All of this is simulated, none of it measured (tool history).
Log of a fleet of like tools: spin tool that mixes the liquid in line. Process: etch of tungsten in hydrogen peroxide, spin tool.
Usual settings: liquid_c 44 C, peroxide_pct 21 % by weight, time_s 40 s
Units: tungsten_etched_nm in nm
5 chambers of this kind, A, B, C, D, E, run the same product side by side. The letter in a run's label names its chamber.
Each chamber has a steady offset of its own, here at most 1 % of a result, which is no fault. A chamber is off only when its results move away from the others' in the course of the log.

run	hour	liquid_c	peroxide_pct	time_s	read-back film thickness of the tungsten reference wafer, read on the same gauge (nm)	tungsten_etched_nm
1D	9.1	44	21	40	39.994	23.93
2E	15.3	44	21	40	40.012	23.571
3B	25.6	44	21	40	40.016	23.781
4C	36.5	44	21	40	40.004	23.582
5A	43.7	53	16	40	40.005	36.67
# hour 46: chamber C: thermometer replaced
6A	53.6	53	16	40	39.996	36.584
7E	65.6	53	16	40	40.016	35.62
8C	71.1	53	16	40	39.992	35.834
9D	78.4	53	16	40	39.984	36.365
10B	87.9	44	21	40	40.01	24.036
11C	98.5	44	21	40	39.975	24.02
12A	104.8	44	21	40	39.989	23.674
13B	111.2	44	21	40	39.975	24.004
14E	117.3	44	21	40	40.007	23.822
15D	127.6	44	21	40	39.999	23.652
# hour 129: chamber D: new drum of peroxide connected
16D	137.4	44	21	40	40.019	23.668
17E	149.5	44	21	40	40.009	23.561
18C	157.7	44	19	60	39.994	34.194
19A	164.4	44	19	60	40.001	34.13
20B	174.4	44	19	60	40.003	33.979
21E	185.4	44	19	60	39.995	33.672
22D	191.5	44	19	60	39.995	34.297
23B	202.6	44	21	40	40.011	23.995
24A	212.5	44	21	40	40.011	23.765
25C	223.7	44	21	40	39.989	23.904
26B	232.9	44	21	40	40.003	24.093
27E	243.4	44	21	40	39.989	23.479
28D	252.2	44	21	40	40.017	23.805
29C	258.7	49	21	30	39.99	24.392
30A	268.7	49	21	30	40.019	24.399
# hour 269.3: chamber A: thermometer replaced
31B	278.2	49	21	30	39.988	24.521
32A	290.2	49	21	30	39.979	24.339
33E	298.7	49	21	30	39.986	24.038

What goes on in this fleet: one chamber off, a drifting gauge, or nothing beyond the chambers' own small offsets? Name the chamber and the cause, if any.

No chamber stands off beyond its own small offset, and the gauge holds steady.

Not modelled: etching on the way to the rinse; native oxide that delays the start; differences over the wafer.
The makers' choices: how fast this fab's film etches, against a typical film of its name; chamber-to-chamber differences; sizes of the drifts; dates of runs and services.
